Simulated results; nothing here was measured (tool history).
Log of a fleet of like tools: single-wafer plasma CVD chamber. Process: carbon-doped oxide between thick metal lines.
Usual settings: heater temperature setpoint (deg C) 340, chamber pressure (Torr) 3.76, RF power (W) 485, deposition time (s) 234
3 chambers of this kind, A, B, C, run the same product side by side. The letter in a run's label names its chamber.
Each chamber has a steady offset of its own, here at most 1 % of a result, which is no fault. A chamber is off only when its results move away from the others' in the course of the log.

| run | day | heater temperature setpoint (deg C) | chamber pressure (Torr) | RF power (W) | deposition time (s) | hours since the last thermocouple change | hours since the last RF generator calibration | hours since the last manometer calibration | read-back reference wafer on the same gauge, thickness_nm | mean film thickness on the monitor wafer (Å) |
|---|---|---|---|---|---|---|---|---|---|---|
| 1C | 0.092 | 340 | 3.76 | 485 | 234 | 1965.9 | 292 | 872.3 | 1270.2 | 11453 |
| 2B | 0.188 | 340 | 3.76 | 485 | 234 | 1610.8 | 1884.9 | 484.9 | 1269.4 | 11310 |
| 3A | 0.321 | 340 | 3.76 | 485 | 234 | 870.9 | 655.3 | 534.6 | 1270.6 | 11311 |
| 4B | 0.5 | 340 | 3.76 | 485 | 234 | 1618.3 | 1892.4 | 492.4 | 1271 | 11317 |
| 5A | 0.6 | 340 | 3.76 | 485 | 234 | 877.6 | 662 | 541.3 | 1270.9 | 11293 |
| 6C | 0.704 | 340 | 3.76 | 485 | 234 | 1980.6 | 306.7 | 887 | 1270.8 | 11456 |
| 7A | 0.812 | 340 | 3.76 | 485 | 234 | 882.7 | 667.1 | 546.4 | 1271.8 | 11291 |
| 8C | 0.979 | 349 | 3.76 | 485 | 234 | 1987.2 | 313.3 | 893.6 | 1272 | 11184 |
| 9B | 1.062 | 349 | 3.76 | 485 | 234 | 1631.8 | 1905.9 | 505.9 | 1271.6 | 11065 |
| 10B | 1.192 | 349 | 3.76 | 485 | 234 | 1634.9 | 1909 | 509 | 1272 | 11116 |
| 11A | 1.371 | 340 | 3.76 | 485 | 234 | 896.1 | 680.5 | 559.8 | 1272.5 | 11296 |
| 12C | 1.483 | 340 | 3.76 | 485 | 234 | 1999.3 | 325.4 | 905.7 | 1272.2 | 11484 |
| 13C | 1.621 | 340 | 3.76 | 485 | 234 | 2002.6 | 328.7 | 909 | 1272.1 | 11446 |
| 14B | 1.729 | 340 | 3.76 | 485 | 234 | 1647.8 | 1921.9 | 521.9 | 1272.6 | 11348 |
| 15A | 1.867 | 340 | 3.76 | 485 | 234 | 908 | 692.4 | 571.7 | 1273 | 11279 |
| 16C | 2.038 | 340 | 3.76 | 485 | 234 | 2012.6 | 338.7 | 919 | 1273 | 11479 |
| 17B | 2.167 | 340 | 3.76 | 485 | 234 | 1658.3 | 1932.4 | 532.4 | 1273.4 | 11371 |
| 18A | 2.267 | 340 | 3.76 | 485 | 234 | 917.6 | 702 | 581.3 | 1273.7 | 11317 |
| 19B | 2.367 | 340 | 3.76 | 485 | 234 | 1663.1 | 1937.2 | 537.2 | 1273.7 | 11351 |
| 20A | 2.508 | 340 | 3.76 | 485 | 234 | 923.4 | 707.8 | 587.1 | 1274.2 | 11307 |
| 21C | 2.592 | 340 | 3.76 | 485 | 234 | 2025.9 | 352 | 932.3 | 1274.1 | 11472 |
| 22B | 2.688 | 340 | 3.76 | 485 | 234 | 1670.8 | 1944.9 | 544.9 | 1274.3 | 11326 |
| 23A | 2.796 | 340 | 3.76 | 485 | 234 | 930.3 | 714.7 | 594 | 1273.9 | 11322 |
| 24C | 2.917 | 340 | 3.76 | 485 | 234 | 2033.7 | 359.8 | 940.1 | 1274.7 | 11522 |
| 25A | 3.067 | 340 | 3.76 | 485 | 234 | 936.8 | 721.2 | 600.5 | 1274.8 | 11343 |
| 26C | 3.188 | 340 | 3.76 | 485 | 234 | 2040.2 | 366.3 | 946.6 | 1275.7 | 11512 |
| 27B | 3.321 | 340 | 3.76 | 485 | 234 | 1686 | 1960.1 | 560.1 | 1275.1 | 11379 |
| 28C | 3.425 | 340 | 3.76 | 485 | 234 | 2045.9 | 372 | 952.3 | 1275.2 | 11519 |
| 29A | 3.588 | 340 | 3.76 | 485 | 234 | 949.3 | 733.7 | 613 | 1275.6 | 11350 |
| 30B | 3.754 | 340 | 3.76 | 485 | 234 | 1696.4 | 1970.5 | 570.5 | 1276 | 11356 |
| 31C | 3.838 | 340 | 3.76 | 485 | 234 | 2055.8 | 381.9 | 962.2 | 1275.9 | 11508 |
| 32A | 3.992 | 340 | 3.76 | 485 | 234 | 959 | 743.4 | 622.7 | 1276.5 | 11325 |
| 33B | 4.117 | 340 | 3.76 | 485 | 234 | 1705.1 | 1979.2 | 579.2 | 1276.6 | 11391 |
| 34C | 4.271 | 340 | 3.76 | 485 | 234 | 2066.2 | 392.3 | 972.6 | 1276.7 | 11538 |
| 35A | 4.429 | 340 | 3.76 | 485 | 234 | 969.5 | 753.9 | 633.2 | 1277 | 11341 |
| 36B | 4.608 | 340 | 3.76 | 485 | 234 | 1716.9 | 1991 | 591 | 1277.1 | 11377 |
| 37B | 4.762 | 340 | 3.76 | 485 | 234 | 1720.6 | 1994.7 | 594.7 | 1277.5 | 11407 |
| 38A | 4.875 | 340 | 3.76 | 485 | 234 | 980.2 | 764.6 | 643.9 | 1278.2 | 11365 |
| 39C | 5.046 | 340 | 3.76 | 485 | 234 | 2084.8 | 410.9 | 991.2 | 1278.7 | 11506 |
| 40A | 5.196 | 340 | 3.76 | 485 | 234 | 987.9 | 772.3 | 651.6 | 1277.9 | 11350 |

Is one chamber off against the others, does the gauge drift, or is nothing wrong? If a chamber is off, say which, and what the likeliest cause is.

The gauge drifts, so all chambers seem to drift together. No chamber is off.
Cause: gauge reads high (%) = 0.665.
